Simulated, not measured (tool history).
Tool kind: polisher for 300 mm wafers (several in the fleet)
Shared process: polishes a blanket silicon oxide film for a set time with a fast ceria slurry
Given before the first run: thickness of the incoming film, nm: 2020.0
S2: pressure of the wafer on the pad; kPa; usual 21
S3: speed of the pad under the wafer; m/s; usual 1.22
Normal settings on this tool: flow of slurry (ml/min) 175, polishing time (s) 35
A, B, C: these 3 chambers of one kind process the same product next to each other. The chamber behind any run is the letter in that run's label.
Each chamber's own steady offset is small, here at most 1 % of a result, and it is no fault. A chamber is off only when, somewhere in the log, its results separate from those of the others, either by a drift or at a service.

run 1B hour=15 | flow_of_slurry_(ml/min)=175 S2=21 S3=1.22 polishing_time_(s)=35 | film_removed_(angstrom)=6133.1
-- hour=24.5 chamber B: slurry nozzle cleaned
-- hour=27.7 chamber B: worn pad replaced by a new one
run 2C hour=28.8 | flow_of_slurry_(ml/min)=175 S2=21 S3=1.22 polishing_time_(s)=35 | film_removed_(angstrom)=6257.3
run 3A hour=40 | flow_of_slurry_(ml/min)=175 S2=21 S3=1.22 polishing_time_(s)=35 | film_removed_(angstrom)=6147.8
run 4A hour=51.5 | flow_of_slurry_(ml/min)=175 S2=21 S3=1.22 polishing_time_(s)=35 | film_removed_(angstrom)=6367.9
run 5C hour=59.5 | flow_of_slurry_(ml/min)=175 S2=21 S3=1.22 polishing_time_(s)=35 | film_removed_(angstrom)=6285.7
-- hour=62.9 chamber A: worn pad replaced by a new one
run 6B hour=72.4 | flow_of_slurry_(ml/min)=175 S2=21 S3=1.22 polishing_time_(s)=35 | film_removed_(angstrom)=6218.2
-- hour=73.8 chamber C: worn pad replaced by a new one
run 7A hour=83 | flow_of_slurry_(ml/min)=175 S2=21 S3=1.22 polishing_time_(s)=35 | film_removed_(angstrom)=6308.5
run 8C hour=90.9 | flow_of_slurry_(ml/min)=175 S2=21 S3=1.22 polishing_time_(s)=35 | film_removed_(angstrom)=6108.1
run 9B hour=104.8 | flow_of_slurry_(ml/min)=175 S2=21 S3=1.22 polishing_time_(s)=35 | film_removed_(angstrom)=6130.3
run 10B hour=117.1 | flow_of_slurry_(ml/min)=175 S2=21 S3=1.22 polishing_time_(s)=35 | film_removed_(angstrom)=6220.5
-- hour=125.3 chamber B: worn pad replaced by a new one
run 11A hour=129.5 | flow_of_slurry_(ml/min)=175 S2=21 S3=1.22 polishing_time_(s)=35 | film_removed_(angstrom)=6073.9
-- hour=138 chamber A: slurry nozzle cleaned
run 12C hour=140.5 | flow_of_slurry_(ml/min)=175 S2=21 S3=1.22 polishing_time_(s)=35 | film_removed_(angstrom)=6206.3
-- hour=141.6 chamber A: worn pad replaced by a new one
run 13C hour=149.6 | flow_of_slurry_(ml/min)=175 S2=21 S3=1.22 polishing_time_(s)=35 | film_removed_(angstrom)=6265
run 14A hour=161.2 | flow_of_slurry_(ml/min)=175 S2=21 S3=1.22 polishing_time_(s)=35 | film_removed_(angstrom)=5994.3
run 15B hour=175.3 | flow_of_slurry_(ml/min)=175 S2=21 S3=1.22 polishing_time_(s)=35 | film_removed_(angstrom)=6190.1
-- hour=184.1 chamber B: head pressure recalibrated
run 16B hour=184.7 | flow_of_slurry_(ml/min)=175 S2=21 S3=1.22 polishing_time_(s)=35 | film_removed_(angstrom)=6147.8
run 17A hour=194.8 | flow_of_slurry_(ml/min)=175 S2=21 S3=1.22 polishing_time_(s)=35 | film_removed_(angstrom)=6020.3
-- hour=196.2 chamber C: worn pad replaced by a new one
run 18C hour=209.6 | flow_of_slurry_(ml/min)=175 S2=21 S3=1.22 polishing_time_(s)=35 | film_removed_(angstrom)=6191.4
-- hour=217.6 chamber B: worn pad replaced by a new one
-- hour=219.6 chamber A: worn pad replaced by a new one
run 19C hour=221.3 | flow_of_slurry_(ml/min)=175 S2=21 S3=1.22 polishing_time_(s)=35 | film_removed_(angstrom)=6176.4
run 20B hour=234.1 | flow_of_slurry_(ml/min)=175 S2=21 S3=1.22 polishing_time_(s)=35 | film_removed_(angstrom)=6166.5
run 21A hour=243.1 | flow_of_slurry_(ml/min)=175 S2=21 S3=1.22 polishing_time_(s)=35 | film_removed_(angstrom)=5975.3
run 22A hour=255.6 | flow_of_slurry_(ml/min)=175 S2=21 S3=1.22 polishing_time_(s)=35 | film_removed_(angstrom)=5841.3
run 23C hour=267.6 | flow_of_slurry_(ml/min)=175 S2=21 S3=1.22 polishing_time_(s)=35 | film_removed_(angstrom)=6247.3
-- hour=270 chamber C: head pressure recalibrated
run 24B hour=282 | flow_of_slurry_(ml/min)=175 S2=21 S3=1.22 polishing_time_(s)=35 | film_removed_(angstrom)=6203.5
run 25B hour=294.4 | flow_of_slurry_(ml/min)=175 S2=21 S3=1.42 polishing_time_(s)=43 | film_removed_(angstrom)=9008.6
-- hour=295.1 chamber B: worn pad replaced by a new one
run 26A hour=308.5 | flow_of_slurry_(ml/min)=175 S2=21 S3=1.42 polishing_time_(s)=43 | film_removed_(angstrom)=8400.7
-- hour=309.1 chamber A: worn pad replaced by a new one
run 27C hour=316.1 | flow_of_slurry_(ml/min)=175 S2=21 S3=1.42 polishing_time_(s)=43 | film_removed_(angstrom)=8888.7
-- hour=316.3 chamber C: worn pad replaced by a new one
run 28C hour=330.5 | flow_of_slurry_(ml/min)=215 S2=21 S3=1.48 polishing_time_(s)=35 | film_removed_(angstrom)=7774
-- hour=331.5 chamber C: slurry nozzle cleaned
run 29B hour=337.7 | flow_of_slurry_(ml/min)=215 S2=21 S3=1.48 polishing_time_(s)=35 | film_removed_(angstrom)=7716.7
run 30A hour=349.2 | flow_of_slurry_(ml/min)=215 S2=21 S3=1.48 polishing_time_(s)=35 | film_removed_(angstrom)=7183.1
run 31B hour=362.1 | flow_of_slurry_(ml/min)=175 S2=21 S3=1.22 polishing_time_(s)=35 | film_removed_(angstrom)=6149.9
run 32A hour=375.8 | flow_of_slurry_(ml/min)=175 S2=21 S3=1.22 polishing_time_(s)=35 | film_removed_(angstrom)=5730.9
run 33C hour=384.8 | flow_of_slurry_(ml/min)=175 S2=21 S3=1.22 polishing_time_(s)=35 | film_removed_(angstrom)=6245.4
-- hour=385.4 chamber B: worn pad replaced by a new one
run 34A hour=396.4 | flow_of_slurry_(ml/min)=175 S2=21 S3=1.22 polishing_time_(s)=35 | film_removed_(angstrom)=5636.8
-- hour=400.5 chamber A: worn pad replaced by a new one
run 35C hour=403.9 | flow_of_slurry_(ml/min)=175 S2=21 S3=1.22 polishing_time_(s)=35 | film_removed_(angstrom)=6305.4
run 36B hour=414.7 | flow_of_slurry_(ml/min)=175 S2=21 S3=1.22 polishing_time_(s)=35 | film_removed_(angstrom)=6036
run 37B hour=429.6 | flow_of_slurry_(ml/min)=175 S2=21 S3=1.22 polishing_time_(s)=35 | film_removed_(angstrom)=6221.2
run 38A hour=437.4 | flow_of_slurry_(ml/min)=175 S2=21 S3=1.22 polishing_time_(s)=35 | film_removed_(angstrom)=5568.7
run 39C hour=447.5 | flow_of_slurry_(ml/min)=175 S2=21 S3=1.22 polishing_time_(s)=35 | film_removed_(angstrom)=6179.3

What goes on in this fleet: one chamber off, a drifting gauge, or nothing beyond the chambers' own small offsets? Name the chamber and the cause, if any.

Chamber A drifts away from the others.
What lies behind it: head's pressure below its setpoint, % = 10.6.

Below are 4 candidate recipes for chamber A's next run, each the usual settings with a change, their results shown as question marks. Which of them brings A's results back in line with what the other chambers give on the usual settings?
In line here means within this much of the mean the other chambers give on the usual settings: film removed (angstrom) 200
run 40A-1 hour=458.4 | flow_of_slurry_(ml/min)=175 S2=22.1 S3=1.22 polishing_time_(s)=37 | film_removed_(angstrom)=?
run 40A-2 hour=458.4 | flow_of_slurry_(ml/min)=175 S2=19.3 S3=1.12 polishing_time_(s)=32 | film_removed_(angstrom)=?
run 40A-3 hour=458.4 | flow_of_slurry_(ml/min)=175 S2=20 S3=1.16 polishing_time_(s)=34 | film_removed_(angstrom)=?
run 40A-4 hour=458.4 | flow_of_slurry_(ml/min)=180 S2=20.7 S3=1.38 polishing_time_(s)=39 | film_removed_(angstrom)=?

Usual-settings mean across the other chambers: film removed (angstrom) 6197.5
run=40A-1 film_removed_(angstrom)=6241.5
run=40A-2 film_removed_(angstrom)=4325.7
run=40A-3 film_removed_(angstrom)=4934.4
run=40A-4 film_removed_(angstrom)=7014.6
Change 40A-1 lands the chamber within the allowed miss of the other chambers.

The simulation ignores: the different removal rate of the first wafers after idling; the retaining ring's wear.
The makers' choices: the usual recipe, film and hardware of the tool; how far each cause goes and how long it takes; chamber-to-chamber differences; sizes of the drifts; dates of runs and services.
